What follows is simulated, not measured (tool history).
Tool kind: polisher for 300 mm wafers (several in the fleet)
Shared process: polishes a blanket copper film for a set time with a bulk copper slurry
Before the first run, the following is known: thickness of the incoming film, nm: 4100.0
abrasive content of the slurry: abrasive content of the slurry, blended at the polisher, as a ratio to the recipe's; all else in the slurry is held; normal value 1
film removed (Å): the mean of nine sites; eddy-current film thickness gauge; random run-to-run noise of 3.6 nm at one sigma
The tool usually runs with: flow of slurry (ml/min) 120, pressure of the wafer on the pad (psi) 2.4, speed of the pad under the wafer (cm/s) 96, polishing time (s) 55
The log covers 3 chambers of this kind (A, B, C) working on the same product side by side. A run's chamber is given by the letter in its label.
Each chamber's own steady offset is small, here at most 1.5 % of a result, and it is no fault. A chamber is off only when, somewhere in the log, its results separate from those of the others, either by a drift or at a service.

run	hour	flow of slurry (ml/min)	pressure of the wafer on the pad (psi)	speed of the pad under the wafer (cm/s)	abrasive content of the slurry	polishing time (s)	film removed (Å)
# hour 6.2: chamber A: slurry blender recalibrated
1C	6.2	120	2.4	96	1	55	3917.5
2B	11.3	120	2.4	96	1	55	3917.4
3A	15.3	120	2.4	96	1	55	3930
4B	23.6	120	2.4	96	1	55	3894.3
5C	31.1	120	2.4	96	1	55	3891
6A	38.7	120	2.4	96	1	55	3963.3
7C	47	120	2.4	96	1	55	3885.8
8A	54	120	2.4	96	1	55	3981
9B	62.1	120	2.4	96	1	55	3922.7
# hour 67.1: chamber B: worn pad replaced by a new one
10B	68.7	120	2.4	96	1	55	3941.7
11C	76.3	120	1.6	96	0.75	55	2467
12A	82.3	120	1.6	96	0.75	55	2478.9
# hour 83.7: chamber A: worn pad replaced by a new one
13A	89.5	120	1.6	96	0.75	55	2493.3
14B	93.3	120	2.4	96	1	55	3951.4
15C	98.9	120	2.4	96	1	55	3805.8
16A	103.9	120	2.4	96	1	55	4052.9
17B	109.9	120	2.4	96	1	55	3928
18C	115	120	2.4	96	1	55	3912.1
19C	122.1	120	2.4	96	1	55	3788.3
# hour 125: chamber C: slurry nozzle cleaned
20B	128	120	2.4	96	1	55	3948.6
21A	134.7	120	2.4	96	1	55	3950.9
# hour 136.4: chamber B: slurry blender recalibrated
22C	140.1	120	2.4	96	1	55	3792.7
23B	147.4	120	2.4	96	1	55	3924.7
24A	151	120	2.4	96	1	55	3867.4
# hour 154.3: chamber B: slurry nozzle cleaned
25C	156	120	2.4	96	1	55	3733
26A	161.3	100	2.1	96	1	55	3309.1
# hour 162.6: chamber C: slurry blender recalibrated
# hour 165: chamber B: worn pad replaced by a new one
# hour 165.9: chamber A: worn pad replaced by a new one
27B	168.2	100	2.1	96	1	55	3270.5
28C	174.4	100	2.1	96	1	55	3160.9
29A	179.8	120	2.4	96	1	55	3949.1
30B	183.7	120	2.4	96	0.75	55	3776
31C	187.5	120	2.4	96	0.75	55	3512.2
# hour 190: chamber A: slurry nozzle cleaned
32A	193	120	2.4	96	0.75	55	3704.3
33B	200.3	120	2.4	96	1	55	3883.5
34A	208.4	120	2.4	96	1	55	3890.1
# hour 214.4: chamber A: slurry blender recalibrated
35C	214.7	120	2.4	96	1	55	3671.6
36B	222.7	120	2.4	96	1	55	3951.2
37C	228.6	120	2.4	96	1	55	3591.3
38B	235.5	120	2.4	96	1	55	4000.2
39A	242.6	120	2.4	96	1	55	3911.6
40B	246.1	120	2.4	96	1	55	3956.1
# hour 250.4: chamber A: worn pad replaced by a new one
41A	253.1	120	3.2	96	1	55	5277.3
42C	260.3	120	3.2	96	1	55	4681.9
43C	264.9	120	3.2	96	1	55	4708.6

All 3 chambers run these settings next. Forecast each chamber's results:
44A	270.9	120	2.9	96	1	55	?
44B	270.9	120	2.9	96	1	55	?
44C	270.9	120	2.9	96	1	55	?

run	film removed (Å)
44A	4786.7
44B	4682.5
44C	4267.9
